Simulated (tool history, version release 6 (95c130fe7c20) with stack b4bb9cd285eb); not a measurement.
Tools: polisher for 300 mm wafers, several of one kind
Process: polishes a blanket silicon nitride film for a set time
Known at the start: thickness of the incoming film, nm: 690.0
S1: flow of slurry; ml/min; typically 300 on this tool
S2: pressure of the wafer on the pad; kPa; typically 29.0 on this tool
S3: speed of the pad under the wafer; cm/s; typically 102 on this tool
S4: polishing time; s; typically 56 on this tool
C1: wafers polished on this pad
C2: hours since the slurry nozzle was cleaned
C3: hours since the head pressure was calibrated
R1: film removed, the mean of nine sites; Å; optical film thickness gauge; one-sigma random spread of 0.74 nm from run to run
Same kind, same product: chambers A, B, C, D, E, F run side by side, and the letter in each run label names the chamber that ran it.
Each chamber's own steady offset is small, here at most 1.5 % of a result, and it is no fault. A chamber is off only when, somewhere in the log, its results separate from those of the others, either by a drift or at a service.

run,hour,S1,S2,S3,S4,C1,C2,C3,R1
1F,9.9,300,29.0,102,56,252,723.3,209.5,962.06
# hour 10.3: chamber D: worn pad replaced by a new one
# hour 17.7: chamber A: head pressure recalibrated
2D,22.2,300,29.0,102,56,99,584.0,552.2,966.08
# hour 28.6: chamber F: slurry nozzle cleaned
3A,32.9,300,29.0,102,56,343,145.2,15.3,958.71
# hour 38.6: chamber B: worn pad replaced by a new one
4C,39.5,300,29.0,102,56,494,531.2,711.9,967.44
# hour 44.3: chamber D: slurry nozzle cleaned
5B,52.6,300,29.0,102,56,116,297.1,524.8,971.05
6E,61.6,300,29.0,102,56,1014,141.5,725.4,968.58
# hour 63.5: chamber A: worn pad replaced by a new one
7B,67.8,300,29.0,102,56,242,312.3,540.0,966.81
8F,74.5,300,29.0,102,56,788,46.0,274.1,970.70
# hour 80.3: chamber C: worn pad replaced by a new one
9E,83.1,300,29.0,102,56,1192,163.0,746.9,971.13
10C,97.2,300,29.0,102,56,140,588.9,769.6,963.39
11A,109.4,300,29.0,102,56,380,221.7,91.8,949.69
# hour 114.4: chamber E: worn pad replaced by a new one
12D,115.7,260,29.0,102,56,874,71.4,645.7,966.51
13B,127.8,260,29.0,102,56,739,372.3,600.0,963.02
14A,139.5,260,29.0,102,56,629,251.8,121.9,937.27
# hour 140.2: chamber D: worn pad replaced by a new one
# hour 150.3: chamber A: worn pad replaced by a new one
15E,153.0,260,29.0,102,56,320,232.9,816.8,960.68
# hour 153.3: chamber C: head pressure recalibrated
# hour 153.5: chamber B: worn pad replaced by a new one
16C,163.7,260,29.0,102,56,691,655.4,10.4,952.56
17F,172.7,260,29.0,102,56,1601,144.2,372.3,952.19
18D,185.2,300,29.0,102,56,373,140.9,715.2,973.52
19E,193.1,300,29.0,102,56,652,273.0,856.9,971.84
20D,201.2,300,29.0,102,56,505,156.9,731.2,969.02
# hour 203.3: chamber C: worn pad replaced by a new one
21C,210.5,300,29.0,102,56,60,702.2,57.2,962.88
22F,218.7,300,29.0,102,56,1983,190.2,418.3,941.26
23A,226.8,300,29.0,102,56,634,339.1,209.2,944.56
# hour 234.9: chamber A: worn pad replaced by a new one
24B,235.5,300,29.0,102,56,680,480.0,707.7,960.09
25B,245.2,300,29.0,102,56,760,489.7,717.4,965.85
# hour 251.8: chamber B: worn pad replaced by a new one
26D,254.4,300,29.0,102,56,946,210.1,784.4,976.03
# hour 260.4: chamber E: worn pad replaced by a new one
27A,261.3,300,22.8,102,72,219,373.6,243.7,967.07
28F,274.3,300,22.8,102,72,2443,245.8,473.9,940.00
# hour 276.6: chamber D: worn pad replaced by a new one
29C,286.4,300,22.8,102,72,689,778.1,133.1,988.96
30E,295.0,300,22.8,102,72,286,374.9,958.8,985.33
# hour 300.4: chamber C: worn pad replaced by a new one
31F,304.2,300,22.8,102,72,2691,275.7,503.8,927.81
32E,311.1,300,22.8,102,72,420,391.0,974.9,994.24
33C,324.0,300,29.0,102,56,195,815.7,170.7,961.46
# hour 326.3: chamber A: worn pad replaced by a new one
# hour 329.2: chamber B: head pressure recalibrated
34A,333.3,300,29.0,102,63,58,445.6,315.7,1067.20
35D,342.3,300,29.0,102,63,544,298.0,872.3,1087.90
36B,349.0,300,29.0,102,63,806,593.5,19.9,1086.60
37B,358.0,300,29.0,102,63,880,602.5,28.9,1078.20
38D,369.6,300,29.0,102,63,771,325.3,899.6,1080.90
39F,380.6,300,29.0,102,63,3324,352.1,580.2,1014.80
40C,391.3,395,33.8,102,56,753,883.0,238.0,1132.20
41E,402.8,395,33.8,102,56,1180,482.7,1066.6,1160.00

For the next run the whole fleet of 6 chambers uses the same settings. Give each chamber's results:
42A,412.9,300,29.0,102,56,,,,?
42B,412.9,300,29.0,102,56,,,,?
42C,412.9,300,29.0,102,56,,,,?
42D,412.9,300,29.0,102,56,,,,?
42E,412.9,300,29.0,102,56,,,,?
42F,412.9,300,29.0,102,56,,,,?

run,R1
42A,954.29
42B,964.43
42C,960.28
42D,979.37
42E,974.79
42F,870.71

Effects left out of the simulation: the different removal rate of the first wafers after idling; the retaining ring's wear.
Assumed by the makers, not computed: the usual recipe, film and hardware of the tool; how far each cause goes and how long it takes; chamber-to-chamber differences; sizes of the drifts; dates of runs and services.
